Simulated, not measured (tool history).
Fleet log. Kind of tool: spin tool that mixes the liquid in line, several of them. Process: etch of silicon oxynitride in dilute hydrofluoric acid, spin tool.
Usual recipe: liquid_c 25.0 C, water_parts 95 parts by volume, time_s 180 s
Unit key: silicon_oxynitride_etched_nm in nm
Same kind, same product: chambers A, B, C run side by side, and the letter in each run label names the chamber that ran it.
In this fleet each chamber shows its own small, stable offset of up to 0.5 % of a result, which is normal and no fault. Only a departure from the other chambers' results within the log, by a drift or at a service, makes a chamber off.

run,hour,liquid_c,water_parts,time_s,hours since the thermometer was replaced,hours since the hydrofluoric acid flow meter was replaced,"read-back film thickness of the silicon oxynitride reference wafer, read on the same gauge (nm)",silicon_oxynitride_etched_nm
1C,6.6,25.0,95,180,983.2,570.5,29.971,5.5708
2A,18.2,25.0,95,180,1107.6,532.8,29.997,5.6265
3B,24.4,25.0,95,180,92.3,865.0,30.011,5.6181
4B,35.5,25.0,95,180,103.4,876.1,30.027,5.6739
5C,47.3,25.0,95,180,1023.9,611.2,29.978,5.6122
6A,57.5,25.0,95,180,1146.9,572.1,29.991,5.5713
7A,63.2,25.0,95,180,1152.6,577.8,29.994,5.6766
8C,71.7,25.0,95,180,1048.3,635.6,29.998,5.6400
9B,78.7,25.0,95,180,146.6,919.3,30.004,5.6112
# hour 80.6: chamber A: hydrofluoric acid flow meter replaced
10A,89.3,28.5,95,180,1178.7,8.7,29.996,6.6348
11C,96.8,28.5,95,180,1073.4,660.7,30.008,6.5773
12B,104.9,28.5,95,180,172.8,945.5,29.995,6.7879
13A,113.0,25.0,95,180,1202.4,32.4,30.015,5.6007
14B,122.6,25.0,95,180,190.5,963.2,30.013,5.6281
15C,130.0,25.0,130,280,1106.6,693.9,29.998,5.9451
16B,136.7,25.0,130,280,204.6,977.3,29.993,6.2059
17C,144.3,25.0,130,280,1120.9,708.2,30.025,5.9726
18A,153.3,25.0,95,180,1242.7,72.7,30.007,5.6180
19A,159.1,25.0,95,180,1248.5,78.5,30.004,5.6216
20B,166.1,25.0,95,180,234.0,1006.7,29.975,5.6437
21C,177.2,25.0,95,180,1153.8,741.1,30.015,5.3822
22C,184.6,25.0,95,180,1161.2,748.5,30.003,5.3658
23B,195.8,25.0,95,180,263.7,1036.4,29.997,5.6144

Does one chamber stand apart from the rest, does the shared gauge drift, or is all well apart from small per-chamber offsets? Give the chamber and the most likely cause, where there is one.

Little by little, chamber C moves away from the other chambers.
Likeliest cause: hydrofluoric acid flow below the setpoint (%) = 4.45.
The log might look much the same if the cause were instead: liquid colder than its thermometer reads (K).

Which of the 4 candidates below, each the usual settings with something changed and its results left as question marks, puts chamber C back in line with what the other chambers give on the usual settings?
Allowed miss from the other chambers' usual-settings mean, per result, to count as in line: silicon_oxynitride_etched_nm 0.1400 nm
24C-1,205.1,25.0,90,180,,,,?
24C-2,205.1,25.0,90,185,,,,?
24C-3,205.1,25.0,95,165,,,,?
24C-4,205.1,25.0,95,170,,,,?

The other chambers' mean on the usual settings: silicon_oxynitride_etched_nm 5.6262 nm
run,silicon_oxynitride_etched_nm
24C-1,5.6690
24C-2,5.8265
24C-3,4.8965
24C-4,5.0449
The right change is 24C-1: it brings the chamber back within the allowed miss of the others.

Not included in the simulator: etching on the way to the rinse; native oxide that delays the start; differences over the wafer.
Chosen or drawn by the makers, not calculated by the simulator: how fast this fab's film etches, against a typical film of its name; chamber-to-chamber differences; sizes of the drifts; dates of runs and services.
